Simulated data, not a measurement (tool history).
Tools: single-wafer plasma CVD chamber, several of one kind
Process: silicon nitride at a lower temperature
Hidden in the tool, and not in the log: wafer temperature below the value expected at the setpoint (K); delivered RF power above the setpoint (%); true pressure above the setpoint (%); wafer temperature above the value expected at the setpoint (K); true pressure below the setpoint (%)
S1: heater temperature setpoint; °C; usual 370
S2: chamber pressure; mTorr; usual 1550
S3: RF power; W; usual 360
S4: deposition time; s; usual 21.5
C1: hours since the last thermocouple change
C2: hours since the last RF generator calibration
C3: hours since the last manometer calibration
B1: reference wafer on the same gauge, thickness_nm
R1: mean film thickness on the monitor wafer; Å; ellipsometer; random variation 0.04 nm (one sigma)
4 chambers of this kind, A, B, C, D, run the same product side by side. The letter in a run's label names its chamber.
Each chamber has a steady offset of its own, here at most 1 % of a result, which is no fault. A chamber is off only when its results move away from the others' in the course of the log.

run 1C hour=5.1 | S1=370 S2=1550 S3=360 S4=21.5 | C1=136.3 C2=1154.1 C3=570.8 | B1=23.601 | R1=280.96
run 2D hour=10 | S1=370 S2=1550 S3=360 S4=21.5 | C1=1429 C2=471.5 C3=1115.2 | B1=23.608 | R1=282.23
run 3A hour=16.8 | S1=370 S2=1550 S3=360 S4=21.5 | C1=647.7 C2=1268 C3=119.2 | B1=23.611 | R1=282.26
run 4B hour=24.5 | S1=370 S2=1550 S3=360 S4=21.5 | C1=863.1 C2=336.2 C3=892.4 | B1=23.615 | R1=281.04
run 5C hour=32.2 | S1=370 S2=1550 S3=360 S4=21.5 | C1=163.4 C2=1181.2 C3=597.9 | B1=23.624 | R1=281.45
run 6D hour=37.3 | S1=370 S2=1550 S3=360 S4=21.5 | C1=1456.3 C2=498.8 C3=1142.5 | B1=23.622 | R1=282.4
run 7B hour=43.2 | S1=370 S2=1550 S3=360 S4=21.5 | C1=881.8 C2=354.9 C3=911.1 | B1=23.619 | R1=281.46
run 8A hour=48.7 | S1=370 S2=1550 S3=360 S4=21.5 | C1=679.6 C2=1299.9 C3=151.1 | B1=23.618 | R1=282.31
run 9A hour=52.9 | S1=370 S2=1550 S3=360 S4=21.5 | C1=683.8 C2=1304.1 C3=155.3 | B1=23.628 | R1=282.59
run 10D hour=58.9 | S1=370 S2=1550 S3=360 S4=21.5 | C1=1477.9 C2=520.4 C3=1164.1 | B1=23.628 | R1=282.35
run 11B hour=66.9 | S1=370 S2=1550 S3=360 S4=21.5 | C1=905.5 C2=378.6 C3=934.8 | B1=23.631 | R1=281.27
-- hour=74.3 chamber C: RF generator calibrated
run 12C hour=74.6 | S1=370 S2=1550 S3=360 S4=21.5 | C1=205.8 C2=0.4 C3=640.3 | B1=23.645 | R1=282.34
run 13D hour=79 | S1=370 S2=1550 S3=360 S4=21.5 | C1=1498 C2=540.5 C3=1184.2 | B1=23.641 | R1=282.34
run 14C hour=84.4 | S1=370 S2=1550 S3=360 S4=21.5 | C1=215.6 C2=10.2 C3=650.1 | B1=23.641 | R1=282.22
run 15B hour=90.2 | S1=370 S2=1550 S3=360 S4=21.5 | C1=928.8 C2=401.9 C3=958.1 | B1=23.653 | R1=281.44
run 16A hour=96.7 | S1=365 S2=1550 S3=360 S4=21.5 | C1=727.6 C2=1347.9 C3=199.1 | B1=23.648 | R1=282.95
run 17C hour=101.2 | S1=365 S2=1550 S3=360 S4=21.5 | C1=232.4 C2=27 C3=666.9 | B1=23.658 | R1=282.59
run 18A hour=108.7 | S1=365 S2=1550 S3=360 S4=21.5 | C1=739.6 C2=1359.9 C3=211.1 | B1=23.653 | R1=283.24
run 19B hour=113.4 | S1=365 S2=1550 S3=360 S4=21.5 | C1=952 C2=425.1 C3=981.3 | B1=23.668 | R1=282.41
run 20D hour=119.2 | S1=370 S2=1550 S3=360 S4=21.5 | C1=1538.2 C2=580.7 C3=1224.4 | B1=23.659 | R1=283.27
run 21C hour=123.8 | S1=376 S2=1550 S3=360 S4=21.5 | C1=255 C2=49.6 C3=689.5 | B1=23.668 | R1=281.7
run 22A hour=128.5 | S1=376 S2=1550 S3=360 S4=21.5 | C1=759.4 C2=1379.7 C3=230.9 | B1=23.664 | R1=282.88
run 23B hour=134 | S1=376 S2=1550 S3=360 S4=21.5 | C1=972.6 C2=445.7 C3=1001.9 | B1=23.679 | R1=280.85
run 24D hour=141.6 | S1=376 S2=1550 S3=360 S4=21.5 | C1=1560.6 C2=603.1 C3=1246.8 | B1=23.68 | R1=282.03
run 25A hour=145.9 | S1=370 S2=1550 S3=360 S4=21.5 | C1=776.8 C2=1397.1 C3=248.3 | B1=23.68 | R1=282.52
run 26D hour=151.8 | S1=370 S2=1550 S3=360 S4=21.5 | C1=1570.8 C2=613.3 C3=1257 | B1=23.683 | R1=283.37
run 27B hour=155.5 | S1=370 S2=1550 S3=360 S4=21.5 | C1=994.1 C2=467.2 C3=1023.4 | B1=23.684 | R1=281.6
run 28C hour=159.5 | S1=370 S2=1550 S3=360 S4=21.5 | C1=290.7 C2=85.3 C3=725.2 | B1=23.687 | R1=282.89
run 29B hour=166.7 | S1=370 S2=1550 S3=360 S4=21.5 | C1=1005.3 C2=478.4 C3=1034.6 | B1=23.699 | R1=281.76
run 30C hour=174 | S1=370 S2=1550 S3=360 S4=21.5 | C1=305.2 C2=99.8 C3=739.7 | B1=23.693 | R1=283.26
run 31D hour=181.4 | S1=370 S2=1550 S3=360 S4=21.5 | C1=1600.4 C2=642.9 C3=1286.6 | B1=23.695 | R1=283.67
run 32A hour=186.2 | S1=370 S2=1550 S3=360 S4=21.5 | C1=817.1 C2=1437.4 C3=288.6 | B1=23.695 | R1=282.7
run 33A hour=192.1 | S1=370 S2=1550 S3=360 S4=21.5 | C1=823 C2=1443.3 C3=294.5 | B1=23.705 | R1=282.95
run 34D hour=198.8 | S1=370 S2=1550 S3=360 S4=21.5 | C1=1617.8 C2=660.3 C3=1304 | B1=23.714 | R1=282.77
run 35B hour=206 | S1=370 S2=1550 S3=360 S4=21.5 | C1=1044.6 C2=517.7 C3=1073.9 | B1=23.719 | R1=282.66
run 36C hour=211.3 | S1=370 S2=1550 S3=360 S4=21.5 | C1=342.5 C2=137.1 C3=777 | B1=23.72 | R1=282.79
run 37C hour=218 | S1=370 S2=1550 S3=360 S4=21.5 | C1=349.2 C2=143.8 C3=783.7 | B1=23.723 | R1=282.56
run 38B hour=223.1 | S1=370 S2=1550 S3=360 S4=21.5 | C1=1061.7 C2=534.8 C3=1091 | B1=23.731 | R1=282.45
run 39A hour=227.2 | S1=370 S2=1550 S3=360 S4=21.5 | C1=858.1 C2=1478.4 C3=329.6 | B1=23.735 | R1=283.89
run 40D hour=233.2 | S1=370 S2=1550 S3=360 S4=21.5 | C1=1652.2 C2=694.7 C3=1338.4 | B1=23.728 | R1=283.42
run 41C hour=239.2 | S1=358 S2=1550 S3=360 S4=21.5 | C1=370.4 C2=165 C3=804.9 | B1=23.735 | R1=284.48

Next, every chamber runs the same settings. What will each give?
run 42A hour=245 | S1=370 S2=1550 S3=360 S4=21.5 | R1=?
run 42B hour=245 | S1=370 S2=1550 S3=360 S4=21.5 | R1=?
run 42C hour=245 | S1=370 S2=1550 S3=360 S4=21.5 | R1=?
run 42D hour=245 | S1=370 S2=1550 S3=360 S4=21.5 | R1=?

run=42A R1=284.07
run=42B R1=282.65
run=42C R1=283.69
run=42D R1=283.72
